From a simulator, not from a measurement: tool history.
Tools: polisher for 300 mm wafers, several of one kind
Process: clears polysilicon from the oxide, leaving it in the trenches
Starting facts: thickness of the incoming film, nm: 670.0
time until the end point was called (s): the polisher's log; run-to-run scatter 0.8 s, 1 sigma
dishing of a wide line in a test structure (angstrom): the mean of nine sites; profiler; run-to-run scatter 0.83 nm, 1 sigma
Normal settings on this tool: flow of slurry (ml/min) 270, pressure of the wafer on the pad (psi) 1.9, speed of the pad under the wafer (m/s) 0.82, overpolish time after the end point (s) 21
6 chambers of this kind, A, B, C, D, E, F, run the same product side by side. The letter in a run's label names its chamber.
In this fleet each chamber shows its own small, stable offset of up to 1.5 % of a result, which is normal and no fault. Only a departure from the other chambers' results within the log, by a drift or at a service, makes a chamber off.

run	hour	flow of slurry (ml/min)	pressure of the wafer on the pad (psi)	speed of the pad under the wafer (m/s)	overpolish time after the end point (s)	wafers polished on this pad	hours since the slurry nozzle was cleaned	hours since the head pressure was calibrated	time until the end point was called (s)	dishing of a wide line in a test structure (angstrom)
1D	8.8	270	1.9	0.82	21	702	108.2	288.0	73.227	528.81
2E	15.5	270	1.9	0.82	21	920	145.9	163.0	71.916	541.63
# hour 18.9: chamber C: worn pad replaced by a new one
3C	21.2	270	1.9	0.82	21	20	194.9	654.6	73.376	534.81
# hour 23.0: chamber D: worn pad replaced by a new one
4B	25.6	270	1.9	0.82	21	509	533.9	911.4	72.660	538.51
# hour 25.7: chamber B: worn pad replaced by a new one
5F	32.6	270	1.9	0.82	21	460	379.4	274.7	72.411	539.15
# hour 37.9: chamber E: worn pad replaced by a new one
6A	39.8	270	1.9	0.82	21	828	310.0	155.8	74.146	545.38
7F	46.0	270	1.9	0.82	21	575	392.8	288.1	73.702	517.36
8C	51.7	270	1.9	0.82	21	280	225.4	685.1	72.769	529.25
9B	56.3	270	1.9	0.82	21	260	564.6	942.1	72.860	525.69
# hour 57.9: chamber F: worn pad replaced by a new one
10D	65.6	195	1.9	0.82	14	363	165.0	344.8	76.268	495.64
# hour 73.0: chamber A: worn pad replaced by a new one
11A	75.1	195	1.9	0.82	14	18	345.3	191.1	77.126	493.43
12E	81.7	195	1.9	0.82	14	373	212.1	229.2	75.197	486.91
# hour 84.0: chamber B: worn pad replaced by a new one
# hour 86.2: chamber C: worn pad replaced by a new one
13D	88.3	195	1.9	0.82	14	556	187.7	367.5	74.775	483.22
# hour 91.8: chamber E: slurry nozzle cleaned
14F	96.6	195	1.9	0.82	14	330	443.4	338.7	75.314	493.97
15B	102.4	195	1.9	0.82	14	157	610.7	988.2	76.238	499.67
16C	109.1	270	1.9	0.82	21	195	282.8	742.5	73.036	518.33
# hour 118.1: chamber D: worn pad replaced by a new one
17E	118.4	270	1.9	0.82	21	686	26.6	265.9	71.997	523.89
# hour 125.9: chamber F: worn pad replaced by a new one
18A	127.0	270	1.9	0.82	21	460	397.2	243.0	72.093	522.75
19E	131.5	270	1.9	0.82	21	797	39.7	279.0	72.689	533.48
# hour 135.0: chamber C: slurry nozzle cleaned
20A	136.3	270	1.9	0.82	21	539	406.5	252.3	73.326	532.86
21F	143.6	215	1.9	0.82	21	151	490.4	385.7	74.134	537.52
# hour 145.9: chamber B: worn pad replaced by a new one
22B	148.5	215	1.9	0.82	21	22	656.8	1034.3	74.048	517.41
23D	153.7	215	1.9	0.82	21	303	253.1	432.9	75.480	525.07
# hour 157.0: chamber C: worn pad replaced by a new one
# hour 157.4: chamber B: head pressure recalibrated
24C	161.2	215	1.9	0.82	21	36	26.2	794.6	74.826	539.06
25D	169.0	215	1.9	0.82	21	433	268.4	448.2	75.780	530.80
# hour 173.0: chamber F: slurry nozzle cleaned
26B	178.1	215	1.9	0.82	21	274	686.4	20.8	75.668	539.04
# hour 178.2: chamber A: worn pad replaced by a new one
27F	183.6	270	1.6	0.82	9	492	10.7	425.7	85.265	392.73
# hour 188.1: chamber F: worn pad replaced by a new one
# hour 188.2: chamber E: worn pad replaced by a new one
28C	189.5	270	1.6	0.82	9	277	54.5	822.9	86.856	402.49
# hour 196.3: chamber F: head pressure recalibrated
29A	199.2	270	1.6	0.82	9	179	469.4	315.2	88.227	390.58
# hour 204.6: chamber D: slurry nozzle cleaned
# hour 205.1: chamber B: worn pad replaced by a new one
30E	206.2	270	1.6	0.82	9	153	114.4	353.7	86.464	387.57
31A	213.4	270	1.6	0.82	9	300	483.6	329.4	85.619	396.45
# hour 213.5: chamber D: worn pad replaced by a new one
# hour 219.4: chamber C: head pressure recalibrated
32E	220.7	270	1.6	0.82	9	277	128.9	368.2	87.317	385.42
# hour 226.2: chamber C: worn pad replaced by a new one
33C	228.6	240	1.9	1.02	21	20	93.6	9.2	60.521	552.62
34B	233.4	240	1.9	1.02	21	241	741.7	76.1	59.564	541.01
35D	243.0	240	1.9	1.02	21	251	38.5	522.2	58.726	542.88
36F	251.3	240	1.9	1.02	21	538	78.4	55.1	58.469	550.01
37D	256.9	240	1.9	1.02	21	369	52.4	536.1	59.615	526.83
# hour 259.0: chamber F: worn pad replaced by a new one
38F	261.7	240	1.9	1.02	21	23	88.8	65.5	59.322	556.91
# hour 267.1: chamber B: worn pad replaced by a new one
39A	270.0	270	1.9	0.82	21	782	540.2	386.0	73.217	510.53
40C	276.5	270	1.9	0.82	21	428	141.5	57.1	73.806	521.91
41E	285.2	270	1.9	0.82	21	826	193.4	432.7	72.360	534.68
42B	294.7	270	1.9	0.82	21	235	803.0	137.4	73.367	514.94
# hour 299.8: chamber A: worn pad replaced by a new one
43A	303.5	270	1.9	0.82	21	32	573.7	419.5	74.002	532.16

Is one chamber off against the others, does the gauge drift, or is nothing wrong? If a chamber is off, say which, and what the likeliest cause is.

Neither any chamber nor the gauge drifts; the chambers differ only by their own small, steady offsets.

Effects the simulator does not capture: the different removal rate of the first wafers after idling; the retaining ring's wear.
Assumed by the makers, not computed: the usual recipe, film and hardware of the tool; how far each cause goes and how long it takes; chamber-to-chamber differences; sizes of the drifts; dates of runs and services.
